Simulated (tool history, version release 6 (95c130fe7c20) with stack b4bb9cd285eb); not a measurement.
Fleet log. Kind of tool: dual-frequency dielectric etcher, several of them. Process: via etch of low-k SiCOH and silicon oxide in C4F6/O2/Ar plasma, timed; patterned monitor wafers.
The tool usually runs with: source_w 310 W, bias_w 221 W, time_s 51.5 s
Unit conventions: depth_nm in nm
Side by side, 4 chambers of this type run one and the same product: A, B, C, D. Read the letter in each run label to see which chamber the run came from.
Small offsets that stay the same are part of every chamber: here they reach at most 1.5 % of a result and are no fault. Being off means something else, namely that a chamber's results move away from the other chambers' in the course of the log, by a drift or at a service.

| run | hour | source_w | bias_w | time_s | read-back reference wafer on the same gauge, depth_nm | depth_nm |
|---|---|---|---|---|---|---|
| 1B | 4.2 | 310 | 221 | 51.5 | 104.99 | 117.35 |
| 2A | 11.3 | 310 | 221 | 51.5 | 104.95 | 118.14 |
| 3D | 16.7 | 310 | 221 | 51.5 | 104.92 | 116.65 |
|  | 17.9 | chamber C: wet clean of the chamber |
| 4C | 20.4 | 310 | 221 | 51.5 | 104.97 | 117.6 |
| 5D | 25.8 | 310 | 221 | 51.5 | 104.9 | 116.05 |
| 6C | 30.6 | 310 | 221 | 51.5 | 104.9 | 117.25 |
| 7A | 35.7 | 310 | 221 | 51.5 | 104.84 | 118.07 |
| 8B | 41.3 | 310 | 221 | 51.5 | 104.81 | 117.18 |
| 9A | 46 | 310 | 274 | 46 | 104.84 | 113.25 |
| 10D | 52.9 | 310 | 274 | 46 | 104.82 | 111.82 |
| 11B | 58.7 | 310 | 274 | 46 | 104.81 | 112.69 |
| 12C | 65.5 | 310 | 274 | 46 | 104.74 | 112.64 |
| 13A | 69.5 | 310 | 221 | 51.5 | 104.73 | 118.22 |
| 14C | 75.5 | 310 | 221 | 51.5 | 104.73 | 116.81 |
| 15D | 81.6 | 310 | 221 | 51.5 | 104.7 | 115.97 |
| 16B | 90.1 | 310 | 221 | 51.5 | 104.66 | 116.98 |
| 17C | 98.3 | 310 | 221 | 51.5 | 104.67 | 116.79 |
| 18B | 104 | 310 | 221 | 51.5 | 104.65 | 117.43 |
| 19D | 110.1 | 310 | 221 | 51.5 | 104.61 | 115.95 |
| 20A | 114.9 | 310 | 221 | 51.5 | 104.6 | 118.08 |
| 21B | 119.8 | 310 | 221 | 51.5 | 104.57 | 117.2 |
| 22A | 125.6 | 310 | 221 | 51.5 | 104.54 | 118.27 |
| 23C | 132.6 | 310 | 221 | 51.5 | 104.54 | 116.99 |
| 24D | 137.7 | 310 | 221 | 51.5 | 104.54 | 115.52 |
| 25B | 142.3 | 310 | 221 | 51.5 | 104.42 | 116.78 |
| 26A | 147.2 | 310 | 221 | 51.5 | 104.48 | 117.42 |
| 27D | 151.1 | 310 | 221 | 51.5 | 104.45 | 115.71 |
| 28C | 157.3 | 310 | 221 | 51.5 | 104.43 | 116.52 |
| 29C | 163.6 | 310 | 221 | 51.5 | 104.41 | 116.64 |
| 30A | 168.3 | 310 | 221 | 51.5 | 104.4 | 117.3 |
|  | 171.9 | chamber D: wet clean of the chamber |
| 31B | 172.1 | 310 | 221 | 51.5 | 104.4 | 116.77 |
| 32D | 178.2 | 340 | 265 | 51.5 | 104.37 | 127.13 |
| 33B | 185.7 | 340 | 265 | 51.5 | 104.33 | 128.89 |

Has any chamber moved away from the others, gradually or after a service, or does the common gauge drift, or do the chambers differ only by their own small steady offsets? State the chamber and the most likely cause if one applies.

None of the chambers is off. What moves is the gauge, dragging all their readings along together.
What lies behind it: gauge reads low (%) = 0.653.

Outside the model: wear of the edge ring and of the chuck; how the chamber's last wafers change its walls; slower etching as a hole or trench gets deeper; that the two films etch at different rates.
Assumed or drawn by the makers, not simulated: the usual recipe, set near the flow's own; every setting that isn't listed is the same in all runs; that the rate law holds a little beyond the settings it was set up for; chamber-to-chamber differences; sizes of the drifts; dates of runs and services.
